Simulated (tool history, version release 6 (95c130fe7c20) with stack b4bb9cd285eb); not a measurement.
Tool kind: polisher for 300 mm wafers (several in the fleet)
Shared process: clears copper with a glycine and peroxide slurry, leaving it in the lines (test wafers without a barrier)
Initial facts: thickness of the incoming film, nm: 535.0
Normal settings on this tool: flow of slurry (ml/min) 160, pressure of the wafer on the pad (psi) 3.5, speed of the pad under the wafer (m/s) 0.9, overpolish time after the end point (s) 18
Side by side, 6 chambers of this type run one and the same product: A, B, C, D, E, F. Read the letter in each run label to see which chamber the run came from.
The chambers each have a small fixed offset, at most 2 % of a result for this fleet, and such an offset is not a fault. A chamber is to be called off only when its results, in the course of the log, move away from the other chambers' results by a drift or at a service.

| run | hour | flow of slurry (ml/min) | pressure of the wafer on the pad (psi) | speed of the pad under the wafer (m/s) | overpolish time after the end point (s) | time until the end point was called (s) | dishing of a wide line in a test structure (angstrom) |
|---|---|---|---|---|---|---|---|
|  | 0.5 | chamber C: worn pad replaced by a new one |
| 1F | 5.2 | 160 | 3.5 | 0.9 | 18 | 99.364 | 586.58 |
| 2D | 16.1 | 160 | 3.5 | 0.9 | 18 | 101.530 | 574.20 |
|  | 25.5 | chamber C: head pressure recalibrated |
| 3E | 26.1 | 160 | 3.5 | 0.9 | 18 | 99.480 | 587.19 |
|  | 29.2 | chamber A: worn pad replaced by a new one |
| 4B | 35.7 | 160 | 3.5 | 0.9 | 18 | 101.770 | 585.42 |
| 5A | 43.4 | 160 | 3.5 | 0.9 | 18 | 98.352 | 585.86 |
| 6C | 51.2 | 160 | 3.5 | 0.9 | 18 | 98.147 | 581.67 |
| 7C | 60.0 | 160 | 3.5 | 0.9 | 18 | 99.828 | 590.37 |
|  | 68.0 | chamber D: worn pad replaced by a new one |
| 8F | 71.7 | 160 | 3.5 | 0.9 | 18 | 100.210 | 610.44 |
| 9D | 82.7 | 160 | 3.5 | 0.9 | 18 | 98.357 | 601.41 |
| 10E | 92.3 | 160 | 3.5 | 0.9 | 18 | 100.330 | 603.34 |
|  | 99.2 | chamber C: worn pad replaced by a new one |
| 11B | 102.0 | 160 | 3.5 | 0.9 | 18 | 98.416 | 588.20 |
| 12A | 107.4 | 160 | 3.5 | 0.9 | 18 | 98.091 | 588.53 |
| 13B | 116.8 | 160 | 3.5 | 0.9 | 18 | 100.050 | 595.32 |
| 14C | 125.5 | 160 | 3.5 | 0.9 | 18 | 100.450 | 592.93 |
| 15E | 131.2 | 160 | 3.5 | 0.9 | 18 | 101.220 | 577.19 |
| 16D | 142.7 | 160 | 3.5 | 0.9 | 18 | 102.040 | 574.85 |
| 17F | 149.6 | 160 | 3.5 | 0.9 | 18 | 100.190 | 597.92 |
|  | 150.3 | chamber B: worn pad replaced by a new one |
|  | 151.0 | chamber F: worn pad replaced by a new one |
| 18A | 158.7 | 160 | 3.5 | 0.9 | 18 | 94.508 | 599.73 |
|  | 162.9 | chamber D: worn pad replaced by a new one |
| 19C | 166.8 | 160 | 3.5 | 0.9 | 18 | 99.760 | 566.60 |
|  | 173.9 | chamber F: slurry nozzle cleaned |
| 20D | 176.5 | 160 | 3.5 | 0.9 | 18 | 99.789 | 597.23 |
|  | 181.0 | chamber A: worn pad replaced by a new one |
| 21B | 187.7 | 160 | 3.5 | 0.9 | 18 | 101.830 | 573.41 |
| 22F | 195.2 | 160 | 3.5 | 0.9 | 18 | 99.930 | 579.10 |
| 23E | 204.0 | 160 | 3.5 | 0.9 | 18 | 97.775 | 575.79 |
|  | 204.5 | chamber C: worn pad replaced by a new one |
| 24A | 215.5 | 160 | 3.5 | 0.9 | 14 | 93.410 | 495.19 |
| 25F | 225.4 | 160 | 3.5 | 0.9 | 14 | 98.546 | 479.27 |
| 26D | 234.8 | 160 | 3.5 | 0.9 | 14 | 98.877 | 479.64 |
| 27C | 242.6 | 160 | 3.5 | 0.9 | 14 | 97.888 | 482.09 |
| 28B | 251.6 | 160 | 3.5 | 0.9 | 14 | 100.340 | 501.19 |
| 29A | 257.9 | 160 | 3.5 | 0.9 | 14 | 92.149 | 494.10 |
|  | 258.0 | chamber D: worn pad replaced by a new one |
|  | 258.3 | chamber E: worn pad replaced by a new one |
| 30E | 266.1 | 160 | 3.5 | 0.9 | 18 | 99.355 | 585.24 |
| 31C | 275.5 | 160 | 3.5 | 0.9 | 18 | 99.131 | 561.69 |
|  | 279.9 | chamber D: slurry nozzle cleaned |
| 32D | 285.4 | 185 | 3.5 | 0.9 | 24 | 96.583 | 723.03 |
| 33E | 296.9 | 185 | 3.5 | 0.9 | 24 | 98.218 | 736.42 |
| 34F | 306.2 | 185 | 3.5 | 0.9 | 24 | 97.299 | 732.23 |
| 35A | 312.4 | 185 | 3.5 | 0.9 | 24 | 86.898 | 735.07 |
| 36B | 322.5 | 185 | 3.5 | 0.9 | 24 | 99.027 | 726.60 |
| 37F | 329.9 | 185 | 3.5 | 0.9 | 24 | 96.024 | 716.13 |

For the next run the whole fleet of 6 chambers uses the same settings. Give each chamber's results:
| 38A | 338.3 | 160 | 3.5 | 0.9 | 18 | ? | ? |
| 38B | 338.3 | 160 | 3.5 | 0.9 | 18 | ? | ? |
| 38C | 338.3 | 160 | 3.5 | 0.9 | 18 | ? | ? |
| 38D | 338.3 | 160 | 3.5 | 0.9 | 18 | ? | ? |
| 38E | 338.3 | 160 | 3.5 | 0.9 | 18 | ? | ? |
| 38F | 338.3 | 160 | 3.5 | 0.9 | 18 | ? | ? |

| run | time until the end point was called (s) | dishing of a wide line in a test structure (angstrom) |
|---|---|---|
| 38A | 87.418 | 626.61 |
| 38B | 100.620 | 571.63 |
| 38C | 100.100 | 578.98 |
| 38D | 98.106 | 559.45 |
| 38E | 100.860 | 564.47 |
| 38F | 98.844 | 623.75 |
